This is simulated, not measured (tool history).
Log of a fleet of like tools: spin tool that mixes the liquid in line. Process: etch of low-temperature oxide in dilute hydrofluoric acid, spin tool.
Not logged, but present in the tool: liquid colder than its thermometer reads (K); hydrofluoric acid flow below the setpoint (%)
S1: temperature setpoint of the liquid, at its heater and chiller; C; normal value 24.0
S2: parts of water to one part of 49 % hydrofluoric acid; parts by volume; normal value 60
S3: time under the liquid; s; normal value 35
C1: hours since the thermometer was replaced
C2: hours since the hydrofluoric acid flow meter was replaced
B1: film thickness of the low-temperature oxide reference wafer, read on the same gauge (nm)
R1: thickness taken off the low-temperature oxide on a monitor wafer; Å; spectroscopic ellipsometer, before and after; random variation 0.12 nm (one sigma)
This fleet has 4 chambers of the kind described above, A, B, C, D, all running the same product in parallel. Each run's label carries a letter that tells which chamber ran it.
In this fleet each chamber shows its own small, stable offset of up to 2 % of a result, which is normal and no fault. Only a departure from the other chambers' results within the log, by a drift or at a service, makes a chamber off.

run,hour,S1,S2,S3,C1,C2,B1,R1
1D,11.2,24.0,60,35,555.4,141.2,90.017,134.150
# hour 18.1: chamber C: hydrofluoric acid flow meter replaced
2A,20.7,24.0,60,35,59.5,586.6,90.012,130.420
3C,33.6,24.0,60,35,1013.4,15.5,90.002,129.330
4B,46.3,24.0,60,35,658.2,266.1,90.003,132.830
5C,53.5,24.0,60,35,1033.3,35.4,90.015,128.580
6B,60.6,24.0,60,35,672.5,280.4,89.987,132.450
7D,73.2,24.0,60,35,617.4,203.2,89.993,133.650
8A,82.1,24.0,60,20,120.9,648.0,90.000,75.031
9B,88.7,24.0,60,20,700.6,308.5,89.998,76.595
10C,101.4,24.0,60,20,1081.2,83.3,90.003,75.060
11A,112.7,24.0,60,20,151.5,678.6,89.983,74.891
12D,119.4,24.0,60,35,663.6,249.4,89.976,132.100
13D,128.9,24.0,45,35,673.1,258.9,89.990,178.930
14B,138.4,24.0,45,35,750.3,358.2,90.003,183.590
15C,150.4,24.0,45,35,1130.2,132.3,89.980,173.800
# hour 151.2: chamber A: hydrofluoric acid flow meter replaced
16A,160.7,24.0,45,35,199.5,9.6,90.026,180.080
17B,174.8,24.0,60,35,786.7,394.6,90.013,133.010
18C,186.0,24.0,60,35,1165.8,167.9,90.003,129.620
19A,200.4,24.0,60,35,239.2,49.3,90.003,130.980
20D,209.1,24.0,60,35,753.3,339.1,89.995,131.680
21B,223.0,24.0,60,35,834.9,442.8,89.986,131.770
22D,229.6,24.0,60,35,773.8,359.6,90.013,134.050
23C,236.3,24.0,60,35,1216.1,218.2,90.004,127.280
24A,242.6,24.0,60,35,281.4,91.5,90.010,129.820
25B,249.3,24.0,60,35,861.2,469.1,89.998,131.600
# hour 255.5: chamber B: hydrofluoric acid flow meter replaced
26D,258.3,24.0,60,35,802.5,388.3,89.986,131.860
27C,269.4,24.0,60,35,1249.2,251.3,90.006,126.480
28A,283.4,24.0,60,35,322.2,132.3,89.986,131.830
29C,291.2,24.0,60,35,1271.0,273.1,89.987,126.400
30B,299.0,20.5,60,45,910.9,43.5,89.979,148.850
31A,310.1,20.5,60,45,348.9,159.0,90.018,145.400
32D,319.3,20.5,60,45,863.5,449.3,90.002,145.920
33C,330.2,20.5,60,45,1310.0,312.1,90.002,140.950
34A,337.6,24.0,75,35,376.4,186.5,90.004,103.880
# hour 343.6: chamber B: thermometer replaced
35D,351.9,24.0,75,35,896.1,481.9,89.991,102.740
36B,361.6,24.0,75,35,18.1,106.1,89.985,104.670
37C,368.8,24.0,75,35,1348.6,350.7,89.988,96.251
38B,382.5,27.5,60,55,39.0,127.0,90.004,239.980
39A,394.1,27.5,60,55,432.9,243.0,90.014,233.580
40D,402.0,27.5,60,55,946.2,532.0,90.020,240.710
41B,415.4,27.5,60,55,71.9,159.9,90.004,237.750

Predict what each chamber gives when all 4 of them run the settings below next.
42A,425.7,24.0,60,25,,,,?
42B,425.7,24.0,60,25,,,,?
42C,425.7,24.0,60,25,,,,?
42D,425.7,24.0,60,25,,,,?

run,R1
42A,92.996
42B,95.148
42C,87.317
42D,93.229
